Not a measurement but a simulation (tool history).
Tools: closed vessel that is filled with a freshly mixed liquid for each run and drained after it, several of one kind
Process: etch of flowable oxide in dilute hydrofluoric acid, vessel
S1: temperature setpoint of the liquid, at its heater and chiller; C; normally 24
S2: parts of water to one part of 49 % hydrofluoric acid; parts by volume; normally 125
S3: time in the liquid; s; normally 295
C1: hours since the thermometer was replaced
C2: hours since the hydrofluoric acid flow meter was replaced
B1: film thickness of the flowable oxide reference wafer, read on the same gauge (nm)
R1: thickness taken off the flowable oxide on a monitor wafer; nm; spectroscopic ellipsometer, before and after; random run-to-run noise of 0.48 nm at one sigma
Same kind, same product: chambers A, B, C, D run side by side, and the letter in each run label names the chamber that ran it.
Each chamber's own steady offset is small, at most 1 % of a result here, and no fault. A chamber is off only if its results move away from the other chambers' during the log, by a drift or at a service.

| run | hour | S1 | S2 | S3 | C1 | C2 | B1 | R1 |
|---|---|---|---|---|---|---|---|---|
| 1A | 4.4 | 24 | 125 | 295 | 513.9 | 1190.0 | 80.014 | 54.192 |
| 2D | 8.8 | 24 | 125 | 295 | 1160.7 | 139.0 | 80.000 | 53.558 |
| 3B | 12.4 | 24 | 125 | 295 | 414.1 | 1545.7 | 80.008 | 54.618 |
| 4C | 14.8 | 24 | 125 | 295 | 425.7 | 1632.1 | 80.000 | 54.525 |
| 5A | 19.1 | 24 | 125 | 295 | 528.6 | 1204.7 | 80.016 | 54.515 |
| 6C | 24.0 | 24 | 125 | 295 | 434.9 | 1641.3 | 79.993 | 54.441 |
| 7B | 26.4 | 24 | 125 | 295 | 428.1 | 1559.7 | 80.012 | 54.262 |
| 8D | 30.2 | 22 | 80 | 295 | 1182.1 | 160.4 | 80.006 | 79.871 |
| 9B | 33.6 | 22 | 80 | 295 | 435.3 | 1566.9 | 80.011 | 83.621 |
| 10D | 36.7 | 22 | 80 | 295 | 1188.6 | 166.9 | 79.990 | 81.201 |
| 11A | 39.8 | 22 | 80 | 295 | 549.3 | 1225.4 | 80.004 | 82.231 |
| 12C | 44.0 | 24 | 125 | 295 | 454.9 | 1661.3 | 79.993 | 54.208 |
| 13D | 47.9 | 24 | 125 | 295 | 1199.8 | 178.1 | 80.014 | 53.783 |
| 14C | 50.9 | 24 | 125 | 295 | 461.8 | 1668.2 | 80.005 | 54.076 |
| 15A | 54.5 | 24 | 125 | 295 | 564.0 | 1240.1 | 80.000 | 54.105 |
| 16B | 58.5 | 24 | 125 | 295 | 460.2 | 1591.8 | 79.999 | 55.380 |
| 17B | 61.0 | 24 | 125 | 295 | 462.7 | 1594.3 | 79.988 | 53.825 |
| 18D | 63.9 | 24 | 125 | 295 | 1215.8 | 194.1 | 80.013 | 53.625 |
| 19A | 67.9 | 24 | 125 | 295 | 577.4 | 1253.5 | 79.996 | 53.620 |
| 20C | 71.5 | 24 | 125 | 295 | 482.4 | 1688.8 | 79.990 | 54.209 |
| 21A | 74.3 | 24 | 125 | 295 | 583.8 | 1259.9 | 79.978 | 54.241 |
| 22B | 77.6 | 24 | 125 | 295 | 479.3 | 1610.9 | 79.996 | 55.117 |
| 23D | 80.0 | 24 | 125 | 295 | 1231.9 | 210.2 | 79.994 | 53.625 |
| 24C | 82.3 | 24 | 125 | 295 | 493.2 | 1699.6 | 79.981 | 53.966 |
| 25D | 87.1 | 22 | 125 | 295 | 1239.0 | 217.3 | 80.007 | 49.796 |
| 26B | 91.9 | 22 | 125 | 295 | 493.6 | 1625.2 | 80.005 | 51.144 |
| 27A | 96.7 | 22 | 125 | 295 | 606.2 | 1282.3 | 80.002 | 49.822 |
| 28C | 99.7 | 22 | 125 | 295 | 510.6 | 1717.0 | 79.993 | 49.761 |
| 29A | 104.1 | 24 | 125 | 295 | 613.6 | 1289.7 | 79.999 | 54.067 |
| 30B | 106.7 | 24 | 125 | 295 | 508.4 | 1640.0 | 80.017 | 54.947 |
| 31C | 109.8 | 24 | 125 | 295 | 520.7 | 1727.1 | 79.999 | 54.508 |
| 32D | 112.3 | 24 | 125 | 295 | 1264.2 | 242.5 | 79.999 | 54.077 |
| 33B | 116.1 | 24 | 125 | 295 | 517.8 | 1649.4 | 80.012 | 54.414 |
| 34A | 120.3 | 24 | 125 | 295 | 629.8 | 1305.9 | 80.000 | 54.232 |
| 35D | 123.8 | 24 | 125 | 295 | 1275.7 | 254.0 | 79.987 | 53.548 |
| 36C | 128.6 | 24 | 125 | 295 | 539.5 | 1745.9 | 80.010 | 54.069 |
| 37B | 132.5 | 24 | 125 | 295 | 534.2 | 1665.8 | 80.011 | 54.300 |
| 38C | 136.2 | 24 | 125 | 295 | 547.1 | 1753.5 | 79.994 | 53.313 |
| 39D | 138.5 | 24 | 125 | 295 | 1290.4 | 268.7 | 79.997 | 54.197 |
| 40A | 140.8 | 24 | 125 | 295 | 650.3 | 1326.4 | 80.018 | 53.560 |
| 41A | 144.0 | 24 | 125 | 295 | 653.5 | 1329.6 | 80.012 | 53.723 |

For the next run the whole fleet of 4 chambers uses the same settings. Give each chamber's results:
| 42A | 147.5 | 24 | 125 | 295 |  |  |  | ? |
| 42B | 147.5 | 24 | 125 | 295 |  |  |  | ? |
| 42C | 147.5 | 24 | 125 | 295 |  |  |  | ? |
| 42D | 147.5 | 24 | 125 | 295 |  |  |  | ? |

| run | R1 |
|---|---|
| 42A | 54.050 |
| 42B | 54.705 |
| 42C | 54.298 |
| 42D | 53.394 |

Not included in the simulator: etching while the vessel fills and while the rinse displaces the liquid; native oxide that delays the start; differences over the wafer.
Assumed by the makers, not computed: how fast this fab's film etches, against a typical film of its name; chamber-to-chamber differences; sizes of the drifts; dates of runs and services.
